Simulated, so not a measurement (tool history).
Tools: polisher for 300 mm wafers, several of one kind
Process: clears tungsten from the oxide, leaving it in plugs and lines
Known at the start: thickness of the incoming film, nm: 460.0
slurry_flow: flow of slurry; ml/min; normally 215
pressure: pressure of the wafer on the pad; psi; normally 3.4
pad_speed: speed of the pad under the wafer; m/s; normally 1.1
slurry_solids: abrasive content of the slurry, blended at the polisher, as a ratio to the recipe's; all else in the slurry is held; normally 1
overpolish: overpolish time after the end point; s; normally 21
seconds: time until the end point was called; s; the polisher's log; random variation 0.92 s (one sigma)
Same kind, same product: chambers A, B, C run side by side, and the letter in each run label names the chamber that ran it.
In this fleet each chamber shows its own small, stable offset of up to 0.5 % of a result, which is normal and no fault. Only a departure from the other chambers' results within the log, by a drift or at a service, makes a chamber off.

| run | hour | slurry_flow | pressure | pad_speed | slurry_solids | overpolish | seconds |
|---|---|---|---|---|---|---|---|
|  | 5.5 | chamber C: worn pad replaced by a new one |
| 1B | 12.6 | 215 | 3.4 | 1.1 | 1 | 21 | 110.250 |
| 2C | 21.5 | 215 | 3.4 | 1.1 | 1 | 21 | 112.030 |
| 3A | 31.9 | 215 | 3.4 | 1.1 | 1 | 21 | 112.970 |
|  | 38.3 | chamber A: worn pad replaced by a new one |
| 4B | 41.0 | 215 | 3.4 | 1.1 | 1 | 21 | 111.080 |
| 5A | 48.2 | 215 | 3.4 | 1.1 | 1 | 21 | 112.990 |
|  | 50.9 | chamber B: slurry tank refilled with fresh slurry and peroxide |
|  | 53.8 | chamber C: slurry tank refilled with fresh slurry and peroxide |
|  | 56.3 | chamber A: slurry blender recalibrated |
|  | 56.4 | chamber A: slurry tank refilled with fresh slurry and peroxide |
| 6C | 61.0 | 215 | 3.4 | 1.1 | 1 | 21 | 111.360 |
|  | 63.7 | chamber B: worn pad replaced by a new one |
|  | 64.6 | chamber B: slurry blender recalibrated |
|  | 66.7 | chamber C: worn pad replaced by a new one |
| 7B | 73.8 | 215 | 3.4 | 1.1 | 1 | 21 | 110.980 |
| 8A | 86.6 | 215 | 4.0 | 1.1 | 1 | 21 | 95.647 |
| 9C | 96.3 | 215 | 4.0 | 1.1 | 1 | 21 | 93.777 |
| 10C | 108.3 | 215 | 4.0 | 1.1 | 1 | 21 | 93.698 |
|  | 108.4 | chamber B: slurry tank refilled with fresh slurry and peroxide |
| 11A | 119.1 | 215 | 3.4 | 1.1 | 1 | 21 | 113.060 |
| 12B | 130.6 | 215 | 3.4 | 1.1 | 1 | 21 | 111.240 |
|  | 131.9 | chamber C: head pressure recalibrated |
| 13C | 142.7 | 215 | 3.4 | 1.1 | 1 | 21 | 116.230 |
|  | 144.7 | chamber C: worn pad replaced by a new one |
| 14B | 150.5 | 250 | 3.4 | 1.1 | 1 | 15 | 109.600 |
|  | 156.4 | chamber B: worn pad replaced by a new one |
| 15A | 158.6 | 250 | 3.4 | 1.1 | 1 | 15 | 111.070 |
|  | 159.8 | chamber A: slurry tank refilled with fresh slurry and peroxide |
| 16B | 167.3 | 250 | 3.4 | 1.1 | 1 | 15 | 108.160 |
| 17C | 173.8 | 215 | 3.4 | 1.1 | 1 | 21 | 117.730 |
|  | 178.9 | chamber B: slurry tank refilled with fresh slurry and peroxide |
| 18A | 185.9 | 215 | 3.4 | 1.1 | 1 | 21 | 114.240 |
| 19C | 191.9 | 215 | 3.4 | 1.1 | 1 | 21 | 116.500 |
|  | 197.9 | chamber B: slurry nozzle cleaned |
|  | 200.4 | chamber A: worn pad replaced by a new one |
| 20A | 202.7 | 215 | 3.4 | 1.1 | 1 | 21 | 112.100 |
|  | 211.7 | chamber C: worn pad replaced by a new one |
| 21B | 213.4 | 215 | 3.4 | 1.1 | 1 | 21 | 110.810 |
| 22B | 219.7 | 215 | 3.4 | 1.1 | 1 | 21 | 112.660 |
|  | 220.4 | chamber C: slurry tank refilled with fresh slurry and peroxide |
| 23A | 228.2 | 215 | 3.4 | 1.1 | 1 | 21 | 112.000 |
| 24C | 237.1 | 215 | 3.4 | 1.1 | 1 | 21 | 118.580 |
|  | 241.9 | chamber B: slurry tank refilled with fresh slurry and peroxide |
|  | 248.0 | chamber A: slurry tank refilled with fresh slurry and peroxide |
| 25B | 248.6 | 215 | 3.4 | 1.1 | 1 | 21 | 113.520 |
|  | 260.3 | chamber B: slurry blender recalibrated |
| 26A | 261.8 | 215 | 3.4 | 1.1 | 1 | 21 | 110.200 |
|  | 267.4 | chamber B: worn pad replaced by a new one |
| 27C | 270.0 | 215 | 3.4 | 1.1 | 1 | 21 | 118.150 |
| 28A | 281.9 | 215 | 3.4 | 1.1 | 1 | 21 | 111.210 |
| 29B | 290.2 | 215 | 3.4 | 1.1 | 1 | 21 | 110.300 |
|  | 293.0 | chamber C: worn pad replaced by a new one |
|  | 297.7 | chamber B: head pressure recalibrated |
|  | 299.7 | chamber C: slurry blender recalibrated |
| 30C | 300.1 | 215 | 3.4 | 1.1 | 1 | 21 | 115.180 |
|  | 303.9 | chamber B: slurry tank refilled with fresh slurry and peroxide |
|  | 304.6 | chamber A: head pressure recalibrated |
| 31A | 308.4 | 215 | 3.4 | 1.1 | 1 | 21 | 113.220 |
| 32B | 321.3 | 215 | 3.4 | 1.1 | 1 | 21 | 110.930 |
| 33C | 330.7 | 180 | 3.4 | 1.1 | 1 | 28 | 117.930 |

Each of the 3 chambers runs these same settings next. Fill in every chamber's results:
| 34A | 340.5 | 215 | 3.4 | 1.1 | 1 | 21 | ? |
| 34B | 340.5 | 215 | 3.4 | 1.1 | 1 | 21 | ? |
| 34C | 340.5 | 215 | 3.4 | 1.1 | 1 | 21 | ? |

| run | seconds |
|---|---|
| 34A | 114.620 |
| 34B | 111.860 |
| 34C | 116.190 |
